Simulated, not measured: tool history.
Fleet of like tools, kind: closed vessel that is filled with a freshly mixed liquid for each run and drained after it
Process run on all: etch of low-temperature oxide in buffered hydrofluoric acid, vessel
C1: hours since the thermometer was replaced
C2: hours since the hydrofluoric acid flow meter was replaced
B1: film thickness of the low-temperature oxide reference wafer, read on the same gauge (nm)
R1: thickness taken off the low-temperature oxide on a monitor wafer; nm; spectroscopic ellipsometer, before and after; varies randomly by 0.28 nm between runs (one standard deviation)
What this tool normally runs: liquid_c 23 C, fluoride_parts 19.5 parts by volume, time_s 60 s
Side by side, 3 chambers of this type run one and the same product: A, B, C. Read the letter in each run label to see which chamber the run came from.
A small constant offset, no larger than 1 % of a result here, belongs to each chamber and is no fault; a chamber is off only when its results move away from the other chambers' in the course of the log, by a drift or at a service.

Run 1A, hour 6.4: usual settings; C1 571.7; C2 376.4; B1 30.023. Result: R1 59.554 nm.
Run 2B, hour 13: usual settings; C1 926.1; C2 198.3; B1 29.985. Result: R1 58.724 nm.
Run 3C, hour 17.8: usual settings; C1 1992; C2 1023.4; B1 29.983. Result: R1 59.263 nm.
Run 4B, hour 27: usual settings; C1 940.1; C2 212.3; B1 30.014. Result: R1 58.229 nm.
Run 5A, hour 32.9: usual settings; C1 598.2; C2 402.9; B1 30.003. Result: R1 59.276 nm.
Run 6C, hour 39.2: usual settings; C1 2013.4; C2 1044.8; B1 30.032. Result: R1 59.082 nm.
Run 7B, hour 47.6: usual settings; C1 960.7; C2 232.9; B1 29.995. Result: R1 58.723 nm.
Run 8A, hour 53.9: usual settings; C1 619.2; C2 423.9; B1 29.987. Result: R1 59.785 nm.
Run 9C, hour 59.9: usual settings; C1 2034.1; C2 1065.5; B1 30.007. Result: R1 59.648 nm.
Run 10B, hour 68.7: usual settings; C1 981.8; C2 254; B1 29.979. Result: R1 58.373 nm.
Run 11C, hour 74.8: usual settings; C1 2049; C2 1080.4; B1 29.984. Result: R1 59.189 nm.
Run 12A, hour 80.6: usual settings but liquid_c 21 C, time_s 45 s; C1 645.9; C2 450.6; B1 29.991. Result: R1 40.088 nm.
Run 13A, hour 85.9: usual settings but liquid_c 21 C, time_s 45 s; C1 651.2; C2 455.9; B1 29.995. Result: R1 39.574 nm.
Run 14B, hour 93.8: usual settings but liquid_c 21 C, time_s 45 s; C1 1006.9; C2 279.1; B1 29.998. Result: R1 39.434 nm.
Run 15C, hour 102.2: usual settings; C1 2076.4; C2 1107.8; B1 30.003. Result: R1 59.332 nm.
Run 16C, hour 107.9: usual settings; C1 2082.1; C2 1113.5; B1 29.996. Result: R1 58.873 nm.
Run 17B, hour 116.4: usual settings; C1 1029.5; C2 301.7; B1 30.004. Result: R1 58.834 nm.
Run 18A, hour 125.6: usual settings; C1 690.9; C2 495.6; B1 30.015. Result: R1 57.68 nm.
Run 19B, hour 132.7: usual settings; C1 1045.8; C2 318; B1 29.99. Result: R1 58.797 nm.
Run 20A, hour 140: usual settings; C1 705.3; C2 510; B1 29.98. Result: R1 57.592 nm.
At hour 143.6: chamber C: hydrofluoric acid flow meter replaced.
Run 21C, hour 149.7: usual settings; C1 2123.9; C2 6.1; B1 29.999. Result: R1 59.175 nm.
Run 22C, hour 158.1: usual settings; C1 2132.3; C2 14.5; B1 30.004. Result: R1 59.261 nm.
Run 23A, hour 164.3: usual settings; C1 729.6; C2 534.3; B1 30. Result: R1 57.259 nm.
Run 24B, hour 173.9: usual settings; C1 1087; C2 359.2; B1 30.012. Result: R1 58.715 nm.
Run 25C, hour 178.6: usual settings; C1 2152.8; C2 35; B1 30.038. Result: R1 59.182 nm.
Run 26B, hour 185.8: usual settings but liquid_c 27 C, time_s 30 s; C1 1098.9; C2 371.1; B1 30.001. Result: R1 36.667 nm.

Has any chamber moved away from the others, gradually or after a service, or does the common gauge drift, or do the chambers differ only by their own small steady offsets? State the chamber and the most likely cause if one applies.

Little by little, chamber A moves away from the other chambers.
Cause: hydrofluoric acid flow below the setpoint (%) = 7.21.
The log may not separate it from: liquid colder than its thermometer reads (K).

Here are 4 candidates for chamber A's next run, each the usual settings with a change, their results left as question marks. Which one brings its results back in line with what the others give on the usual settings?
In line means no further than this from the other chambers' mean on the usual settings: R1 0.99 nm
Run 27A-1, hour 193: usual settings but liquid_c 23.5 C. Result: R1 ?.
Run 27A-2, hour 193: usual settings but liquid_c 22 C. Result: R1 ?.
Run 27A-3, hour 193: usual settings but liquid_c 24 C. Result: R1 ?.
Run 27A-4, hour 193: usual settings but fluoride_parts 20 parts by volume. Result: R1 ?.

What the other chambers average on the usual settings: R1 59.012 nm
  run      R1
27A-1  57.472
27A-2  52.877
27A-3  59.101
27A-4   54.96
The right change is 27A-3: it brings the chamber back within the allowed miss of the others.
